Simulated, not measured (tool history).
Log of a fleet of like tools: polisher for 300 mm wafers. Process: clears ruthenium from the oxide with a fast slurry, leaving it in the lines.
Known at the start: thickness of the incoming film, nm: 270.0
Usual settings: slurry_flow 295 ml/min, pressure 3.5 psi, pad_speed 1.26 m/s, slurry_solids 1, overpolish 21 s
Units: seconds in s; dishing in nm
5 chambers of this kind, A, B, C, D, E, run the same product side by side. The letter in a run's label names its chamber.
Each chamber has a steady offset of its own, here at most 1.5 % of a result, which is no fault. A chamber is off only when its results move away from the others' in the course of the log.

run	hour	slurry_flow	pressure	pad_speed	slurry_solids	overpolish	wafers polished on this pad	hours since the slurry nozzle was cleaned	hours since the head pressure was calibrated	hours since the slurry blender was calibrated	seconds	dishing
# hour 6: chamber C: worn pad replaced by a new one
# hour 11.6: chamber D: worn pad replaced by a new one
# hour 11.7: chamber A: worn pad replaced by a new one
1D	14.2	295	3.5	1.26	1	21	33	742	574	256.7	51.486	50.825
2A	29.4	295	3.5	1.26	1	21	227	426.1	502.9	158.7	49.484	52.661
# hour 32.5: chamber D: slurry blender recalibrated
3C	40.1	295	3.5	1.26	1	21	437	42.6	808.1	243.2	51.201	51.8
4E	47	295	3.5	1.26	1	21	1261	100.3	1173.1	157.3	51.993	52.229
# hour 50.7: chamber B: worn pad replaced by a new one
5B	57	295	3.5	1.26	1	21	81	111.7	172.6	330.3	50.734	51.106
6B	63.8	295	3.5	1.26	1	21	168	118.5	179.4	337.1	51.323	51.647
# hour 71.9: chamber D: slurry nozzle cleaned
7C	73.7	295	3.5	1.26	1	21	867	76.2	841.7	276.8	51.153	52.804
8E	87.1	295	3.5	1.26	1	21	1774	140.4	1213.2	197.4	49.947	53.295
9A	96.8	295	3.5	1.26	1	21	1089	493.5	570.3	226.1	50.056	49.237
# hour 99.6: chamber A: worn pad replaced by a new one
# hour 106.7: chamber C: worn pad replaced by a new one
10D	108.8	295	3.5	1.26	1	21	1244	36.9	668.6	76.3	49.954	51.084
# hour 110: chamber C: head pressure recalibrated
# hour 112.6: chamber D: worn pad replaced by a new one
11E	122.5	295	3.5	1.26	1	11	2228	175.8	1248.6	232.8	50.705	36.653
12A	136.4	295	3.5	1.26	1	11	471	533.1	609.9	265.7	49.184	37.576
# hour 148.2: chamber B: worn pad replaced by a new one
13C	149.7	295	3.5	1.26	1	11	551	152.2	39.8	352.8	51.444	37.099
14B	164.4	295	3.5	1.26	1	11	207	219.1	280	437.7	49.947	36.738
# hour 171.9: chamber B: slurry blender recalibrated
15D	173.6	295	3.5	1.26	1	11	781	101.7	733.4	141.1	50.826	37.354
# hour 178.7: chamber A: worn pad replaced by a new one
16C	187.1	245	3.5	1.26	1	21	1029	189.6	77.2	390.2	51.888	51.222
# hour 189.6: chamber C: slurry blender recalibrated
# hour 193.9: chamber E: head pressure recalibrated
17A	195	245	3.5	1.26	1	21	208	591.7	668.5	324.3	50.714	50.831
# hour 195.4: chamber C: worn pad replaced by a new one
# hour 199.7: chamber D: worn pad replaced by a new one
18B	202.2	245	3.5	1.26	1	21	691	256.9	317.8	30.3	51.606	49.75
# hour 213.4: chamber E: slurry blender recalibrated
19D	213.5	245	3.5	1.26	1	21	177	141.6	773.3	181	51.643	50.577
# hour 215.6: chamber D: head pressure recalibrated
20E	223.3	245	3.5	1.26	1	21	3518	276.6	29.4	9.9	53.623	51.467
# hour 228.2: chamber E: slurry nozzle cleaned
# hour 232.1: chamber B: worn pad replaced by a new one
21B	237.4	295	3.5	1.26	1	21	68	292.1	353	65.5	49.758	51.575
22D	251	295	4.4	1.26	1	25	657	179.1	35.5	218.5	40.274	60.004
# hour 253.9: chamber D: slurry blender recalibrated
# hour 259.6: chamber A: worn pad replaced by a new one
23A	260.1	295	4.4	1.26	1	25	7	656.8	733.6	389.4	40.046	58.949
24E	268	295	4.4	1.26	1	25	4090	39.9	74.1	54.6	42.363	58.06
# hour 275.3: chamber C: worn pad replaced by a new one
# hour 275.8: chamber D: worn pad replaced by a new one
25C	279.6	295	4.4	1.26	1	25	55	282.1	169.7	90	40.468	59.548
26C	288.4	295	4.4	1.26	1	25	168	290.9	178.5	98.8	40.087	58.925
# hour 294.5: chamber A: slurry blender recalibrated
27A	299.6	295	3.5	1.26	1	21	512	696.3	773.1	5.2	50.165	50.636
28D	307.5	295	3.5	1.26	1	21	406	235.6	92	53.6	50.002	51.76
29B	318	295	3.5	1.26	1	21	1099	372.7	433.6	146.1	51.523	51.249
# hour 320.4: chamber B: slurry nozzle cleaned
# hour 327.8: chamber B: worn pad replaced by a new one
30E	328	295	3.5	1.26	1	21	4858	99.9	134.1	114.6	53.124	52.097
31A	339.9	295	3.5	1.26	1	21	1028	736.6	813.4	45.5	50.202	52.145
# hour 350: chamber A: worn pad replaced by a new one
32D	352.9	295	3.5	1.26	1	21	987	281	137.4	99	50.442	52.238
# hour 355.6: chamber D: worn pad replaced by a new one
# hour 357.9: chamber C: worn pad replaced by a new one
33B	365.1	295	3.5	1.26	1	21	478	44.8	480.7	193.2	49.864	51.918
34C	378.9	295	3.5	1.26	1	21	269	381.4	269	189.3	50.954	50.484
35E	385.5	295	3.5	1.26	1	21	5594	157.4	191.6	172.1	54.574	49.362
36C	393.8	295	4.3	1.26	0.8	21	460	396.3	283.9	204.2	45.931	53.109
37B	408.7	295	4.3	1.26	0.8	21	1036	88.4	524.3	236.8	46.043	52.715
38D	419	295	4.3	1.26	0.8	21	812	347.1	203.5	165.1	45.848	53.015
39A	426.1	295	4.3	1.26	0.8	21	974	822.8	899.6	131.7	44.941	54.094
40E	432.9	295	4.3	1.26	0.8	21	6201	204.8	239	219.5	50.367	50.899
41C	444.1	295	3.5	1.26	1	21	1104	446.6	334.2	254.5	51.511	51.999

Is one chamber off against the others, does the gauge drift, or is nothing wrong? If a chamber is off, say which, and what the likeliest cause is.

Chamber E drifts away from the others.
Cause: removal rate lost through wear of the pad, % = 8.59.

Here are 4 candidates for chamber E's next run, each the usual settings with a change, their results left as question marks. Which one brings its results back in line with what the others give on the usual settings?
In line means no further than this from the other chambers' mean on the usual settings: seconds 1.8 s; dishing 3.6 nm
42E-1	455.1	295	3.4	1.24	1	21					?	?
42E-2	455.1	295	3.7	1.32	1	21					?	?
42E-3	455.1	295	3.6	1.28	1	21					?	?
42E-4	455.1	295	3.3	1.2	1	21					?	?

The other chambers' mean on the usual settings: seconds 50.701 s; dishing 51.396 nm
run	seconds	dishing
42E-1	58.615	48.257
42E-2	50.549	51.477
42E-3	53.601	50.229
42E-4	62.437	46.821
42E-2 brings the chamber back in line.

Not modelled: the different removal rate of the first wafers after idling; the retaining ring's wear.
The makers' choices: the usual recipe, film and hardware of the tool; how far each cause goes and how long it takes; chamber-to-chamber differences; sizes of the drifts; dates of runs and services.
